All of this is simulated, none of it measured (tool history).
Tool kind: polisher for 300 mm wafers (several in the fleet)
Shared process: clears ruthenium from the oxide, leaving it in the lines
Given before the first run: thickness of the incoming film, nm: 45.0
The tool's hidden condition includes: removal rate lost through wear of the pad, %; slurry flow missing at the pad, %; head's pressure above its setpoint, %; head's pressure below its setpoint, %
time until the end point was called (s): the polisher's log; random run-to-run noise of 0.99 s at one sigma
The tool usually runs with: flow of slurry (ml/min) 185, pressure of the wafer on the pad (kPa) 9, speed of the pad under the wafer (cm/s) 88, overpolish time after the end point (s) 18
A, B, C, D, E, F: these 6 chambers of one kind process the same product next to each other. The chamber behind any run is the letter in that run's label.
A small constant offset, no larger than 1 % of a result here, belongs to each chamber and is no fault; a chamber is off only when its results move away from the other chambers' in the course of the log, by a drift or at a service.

| run | hour | flow of slurry (ml/min) | pressure of the wafer on the pad (kPa) | speed of the pad under the wafer (cm/s) | overpolish time after the end point (s) | wafers polished on this pad | hours since the slurry nozzle was cleaned | hours since the head pressure was calibrated | time until the end point was called (s) |
|---|---|---|---|---|---|---|---|---|---|
| 1C | 9.6 | 185 | 9 | 88 | 18 | 626 | 271.5 | 660.9 | 71.68 |
|  | 11.7 | chamber D: slurry nozzle cleaned |
| 2B | 20.6 | 185 | 9 | 88 | 18 | 809 | 75.9 | 744.7 | 71.196 |
|  | 26.1 | chamber C: worn pad replaced by a new one |
| 3A | 30.4 | 185 | 9 | 88 | 18 | 900 | 408.7 | 672.7 | 71.685 |
|  | 33.8 | chamber C: slurry nozzle cleaned |
| 4F | 42.1 | 185 | 9 | 88 | 18 | 867 | 90.6 | 99.3 | 69.595 |
|  | 48.9 | chamber E: worn pad replaced by a new one |
| 5D | 52.3 | 185 | 9 | 88 | 18 | 1060 | 40.6 | 663.7 | 70.514 |
|  | 52.7 | chamber A: worn pad replaced by a new one |
| 6E | 59.4 | 185 | 9 | 88 | 18 | 139 | 377.5 | 831.2 | 71.356 |
| 7A | 65.4 | 185 | 9 | 88 | 18 | 169 | 443.7 | 707.7 | 71.696 |
|  | 72.7 | chamber B: worn pad replaced by a new one |
| 8C | 74.7 | 185 | 9 | 88 | 18 | 645 | 40.9 | 726 | 70.27 |
| 9F | 85 | 185 | 9 | 88 | 18 | 1436 | 133.5 | 142.2 | 71.06 |
|  | 89.1 | chamber F: worn pad replaced by a new one |
|  | 89.5 | chamber D: worn pad replaced by a new one |
| 10E | 92.5 | 185 | 9 | 88 | 18 | 579 | 410.6 | 864.3 | 69.858 |
|  | 93.1 | chamber C: worn pad replaced by a new one |
| 11B | 101.7 | 185 | 9 | 88 | 18 | 386 | 157 | 825.8 | 71.503 |
| 12D | 107.2 | 185 | 9 | 88 | 18 | 235 | 95.5 | 718.6 | 70.161 |
| 13D | 112.9 | 185 | 9 | 88 | 18 | 310 | 101.2 | 724.3 | 71.814 |
| 14A | 119.6 | 185 | 9 | 88 | 10 | 888 | 497.9 | 761.9 | 71.105 |
| 15B | 127.3 | 185 | 9 | 88 | 10 | 725 | 182.6 | 851.4 | 70.236 |
| 16C | 139 | 185 | 9 | 88 | 10 | 610 | 105.2 | 790.3 | 72.155 |
|  | 140.1 | chamber A: head pressure recalibrated |
|  | 142.3 | chamber A: worn pad replaced by a new one |
| 17E | 144.7 | 185 | 9 | 88 | 10 | 1272 | 462.8 | 916.5 | 71.706 |
|  | 146.2 | chamber E: worn pad replaced by a new one |
| 18F | 156.6 | 185 | 9 | 88 | 10 | 896 | 205.1 | 213.8 | 69.316 |
| 19B | 162.3 | 185 | 9 | 88 | 10 | 1190 | 217.6 | 886.4 | 69.768 |
|  | 168.1 | chamber C: worn pad replaced by a new one |
| 20E | 170.5 | 185 | 9 | 88 | 26 | 322 | 488.6 | 942.3 | 70.65 |
|  | 173.9 | chamber B: worn pad replaced by a new one |
| 21D | 178.5 | 185 | 9 | 88 | 26 | 1181 | 166.8 | 789.9 | 69.782 |
| 22F | 186.3 | 185 | 9 | 88 | 26 | 1290 | 234.8 | 243.5 | 69.991 |
| 23C | 195.6 | 185 | 9 | 88 | 26 | 365 | 161.8 | 846.9 | 71.018 |
|  | 199.4 | chamber F: worn pad replaced by a new one |
|  | 200.8 | chamber E: slurry nozzle cleaned |
| 24A | 203.6 | 185 | 9 | 88 | 26 | 814 | 581.9 | 63.5 | 70.722 |
|  | 203.8 | chamber D: worn pad replaced by a new one |
| 25E | 214.8 | 185 | 9 | 88 | 26 | 910 | 14 | 986.6 | 69.456 |
| 26C | 226.8 | 185 | 11 | 106 | 18 | 779 | 193 | 878.1 | 48.123 |
|  | 229.8 | chamber A: worn pad replaced by a new one |
| 27B | 235.8 | 185 | 11 | 106 | 18 | 822 | 291.1 | 959.9 | 47.802 |
|  | 241.5 | chamber E: worn pad replaced by a new one |
|  | 244.1 | chamber C: worn pad replaced by a new one |
| 28A | 246.6 | 185 | 11 | 106 | 18 | 223 | 624.9 | 106.5 | 48.496 |
| 29F | 257.3 | 185 | 11 | 106 | 18 | 768 | 305.8 | 314.5 | 46.421 |
| 30D | 269.2 | 185 | 11 | 106 | 18 | 868 | 257.5 | 880.6 | 46.478 |
| 31E | 274.9 | 185 | 11 | 106 | 18 | 444 | 74.1 | 1046.7 | 48.255 |
| 32A | 280.9 | 185 | 9 | 88 | 18 | 678 | 659.2 | 140.8 | 70.961 |
| 33F | 288.6 | 185 | 9 | 88 | 18 | 1183 | 337.1 | 345.8 | 71.823 |
|  | 295.2 | chamber B: worn pad replaced by a new one |
| 34B | 299.2 | 185 | 9 | 88 | 18 | 53 | 354.5 | 1023.3 | 70.063 |
| 35C | 307 | 185 | 9 | 88 | 18 | 835 | 273.2 | 958.3 | 68.965 |
|  | 309.4 | chamber C: worn pad replaced by a new one |
|  | 314.6 | chamber A: worn pad replaced by a new one |
| 36D | 316 | 185 | 9 | 88 | 18 | 1489 | 304.3 | 927.4 | 70.701 |
|  | 319.9 | chamber C: slurry nozzle cleaned |
|  | 320 | chamber D: worn pad replaced by a new one |
| 37C | 322.5 | 185 | 9 | 88 | 18 | 174 | 2.6 | 973.8 | 70.813 |
| 38A | 328.2 | 185 | 9 | 88 | 18 | 180 | 706.5 | 188.1 | 70.769 |
| 39D | 335.1 | 185 | 9 | 88 | 18 | 201 | 323.4 | 946.5 | 70.376 |
| 40B | 345 | 185 | 9 | 88 | 18 | 661 | 400.3 | 1069.1 | 71.811 |

Decide between three cases: one chamber stands off from its peers, the gauge reading all wafers drifts, or nothing is wrong past each chamber's small offset. Where a chamber is off, say which and what most likely put it there.

The fleet is healthy, with each chamber sitting at its usual small offset and no drift in the gauge.
